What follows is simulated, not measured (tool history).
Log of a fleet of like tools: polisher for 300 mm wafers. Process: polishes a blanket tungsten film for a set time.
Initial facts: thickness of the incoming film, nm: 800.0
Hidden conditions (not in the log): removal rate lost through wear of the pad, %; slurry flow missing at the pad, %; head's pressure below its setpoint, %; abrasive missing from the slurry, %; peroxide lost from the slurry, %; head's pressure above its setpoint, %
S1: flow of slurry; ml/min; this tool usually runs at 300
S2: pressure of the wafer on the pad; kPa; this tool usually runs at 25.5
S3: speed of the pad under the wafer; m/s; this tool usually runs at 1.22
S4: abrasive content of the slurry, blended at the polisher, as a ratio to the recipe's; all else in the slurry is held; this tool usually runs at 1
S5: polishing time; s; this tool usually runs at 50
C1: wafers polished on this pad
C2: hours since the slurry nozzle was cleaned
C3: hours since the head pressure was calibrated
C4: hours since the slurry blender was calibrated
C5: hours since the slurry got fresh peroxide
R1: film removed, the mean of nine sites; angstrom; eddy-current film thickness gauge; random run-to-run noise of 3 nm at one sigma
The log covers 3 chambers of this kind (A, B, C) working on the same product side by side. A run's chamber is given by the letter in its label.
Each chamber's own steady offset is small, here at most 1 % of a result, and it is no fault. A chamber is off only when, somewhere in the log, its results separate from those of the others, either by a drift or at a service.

| run | hour | S1 | S2 | S3 | S4 | S5 | C1 | C2 | C3 | C4 | C5 | R1 |
|---|---|---|---|---|---|---|---|---|---|---|---|---|
| 1C | 5.8 | 300 | 25.5 | 1.22 | 1 | 50 | 643 | 316.4 | 627.2 | 124.1 | 32.5 | 2420 |
|  | 9.5 | chamber C: worn pad replaced by a new one |
| 2A | 10.1 | 300 | 25.5 | 1.22 | 1 | 50 | 314 | 421.5 | 412.3 | 167.7 | 31 | 2433.7 |
|  | 12.9 | chamber C: slurry tank refilled with fresh slurry and peroxide |
| 3B | 15.1 | 300 | 25.5 | 1.22 | 1 | 50 | 528 | 186.6 | 327.9 | 34 | 32.5 | 2474.5 |
| 4A | 18.8 | 300 | 25.5 | 1.22 | 1 | 50 | 406 | 430.2 | 421 | 176.4 | 39.7 | 2418.1 |
| 5C | 23.3 | 300 | 25.5 | 1.22 | 1 | 50 | 145 | 333.9 | 644.7 | 141.6 | 10.5 | 2505.7 |
| 6B | 29.4 | 300 | 33.8 | 1.22 | 0.8 | 50 | 678 | 200.9 | 342.2 | 48.3 | 46.8 | 3102.8 |
| 7A | 33.2 | 300 | 33.8 | 1.22 | 0.8 | 50 | 558 | 444.6 | 435.4 | 190.8 | 54.1 | 3094.3 |
| 8C | 36.9 | 300 | 33.8 | 1.22 | 0.8 | 50 | 288 | 347.5 | 658.3 | 155.2 | 24.1 | 3109.8 |
| 9B | 41.1 | 300 | 25.5 | 0.86 | 0.8 | 50 | 802 | 212.6 | 353.9 | 60 | 58.5 | 1628.6 |
|  | 42.6 | chamber B: worn pad replaced by a new one |
| 10A | 44.4 | 300 | 25.5 | 0.86 | 0.8 | 50 | 676 | 455.8 | 446.6 | 202 | 65.3 | 1630.8 |
|  | 48.6 | chamber C: slurry tank refilled with fresh slurry and peroxide |
| 11B | 48.7 | 300 | 25.5 | 0.86 | 0.8 | 50 | 64 | 220.2 | 361.5 | 67.6 | 66.1 | 1663.2 |
| 12C | 51.4 | 300 | 25.5 | 1.22 | 1 | 50 | 441 | 362 | 672.8 | 169.7 | 2.8 | 2493 |
| 13C | 54.3 | 300 | 25.5 | 1.22 | 1 | 50 | 471 | 364.9 | 675.7 | 172.6 | 5.7 | 2420.6 |
| 14B | 56.9 | 300 | 25.5 | 1.22 | 1 | 50 | 150 | 228.4 | 369.7 | 75.8 | 74.3 | 2427.5 |
| 15A | 60.4 | 300 | 25.5 | 1.22 | 1 | 50 | 844 | 471.8 | 462.6 | 218 | 81.3 | 2423.4 |
|  | 63.6 | chamber C: worn pad replaced by a new one |
| 16A | 64.3 | 300 | 25.5 | 1.22 | 1 | 50 | 885 | 475.7 | 466.5 | 221.9 | 85.2 | 2422.5 |
| 17B | 70.5 | 300 | 25.5 | 1.22 | 1 | 50 | 294 | 242 | 383.3 | 89.4 | 87.9 | 2493.5 |
| 18C | 75.3 | 300 | 25.5 | 1.22 | 1 | 50 | 123 | 385.9 | 696.7 | 193.6 | 26.7 | 2429.8 |
| 19C | 80.3 | 300 | 25.5 | 1.22 | 1 | 50 | 176 | 390.9 | 701.7 | 198.6 | 31.7 | 2330 |
| 20A | 84.8 | 300 | 25.5 | 1.22 | 1 | 50 | 1101 | 496.2 | 487 | 242.4 | 105.7 | 2422.4 |
|  | 87.1 | chamber C: slurry tank refilled with fresh slurry and peroxide |
| 21B | 87.9 | 300 | 25.5 | 1.22 | 1 | 50 | 477 | 259.4 | 400.7 | 106.8 | 105.3 | 2416.4 |
|  | 89.4 | chamber A: slurry tank refilled with fresh slurry and peroxide |
|  | 91.9 | chamber B: slurry tank refilled with fresh slurry and peroxide |
| 22B | 93.9 | 300 | 25.5 | 1.22 | 1 | 50 | 540 | 265.4 | 406.7 | 112.8 | 2.1 | 2420.6 |
| 23A | 98.6 | 300 | 25.5 | 1.22 | 1 | 50 | 1247 | 510 | 500.8 | 256.2 | 9.3 | 2398.5 |
| 24C | 102.5 | 300 | 25.5 | 1.22 | 1 | 50 | 410 | 413.1 | 723.9 | 220.8 | 15.4 | 2251.7 |
| 25A | 106.4 | 300 | 25.5 | 1.22 | 1 | 50 | 1329 | 517.8 | 508.6 | 264 | 17.1 | 2412 |
| 26C | 109.7 | 300 | 25.5 | 1.22 | 1 | 50 | 485 | 420.3 | 731.1 | 228 | 22.6 | 2291.8 |

Which is it: a chamber that has drifted or been left off by a service, a gauge drift common to all chambers, or only each chamber's usual small offset? If a chamber is off, name it and its likeliest cause.

It is chamber C that slowly wanders off from its peers.
What lies behind it: head's pressure below its setpoint, % = 8.27.
The log might look much the same if the cause were instead: abrasive missing from the slurry, %.

Here are 4 candidates for chamber C's next run, each the usual settings with a change, their results left as question marks. Which one brings its results back in line with what the others give on the usual settings?
Counts as in line when no further than this from what the other chambers average on the usual settings: R1 100 angstrom
| 27C-1 | 114.2 | 300 | 24.1 | 1.16 | 1 | 48 |  |  |  |  |  | ? |
| 27C-2 | 114.2 | 300 | 25.5 | 1.3 | 1 | 50 |  |  |  |  |  | ? |
| 27C-3 | 114.2 | 300 | 27.6 | 1.22 | 1 | 54 |  |  |  |  |  | ? |
| 27C-4 | 114.2 | 300 | 25.5 | 1.22 | 0.7 | 50 |  |  |  |  |  | ? |

On the usual settings, the other chambers give on average: R1 2436.4 angstrom
| run | R1 |
|---|---|
| 27C-1 | 1947.9 |
| 27C-2 | 2403.2 |
| 27C-3 | 2631.7 |
| 27C-4 | 2069.8 |
27C-2 puts the chamber back in line with the other chambers.
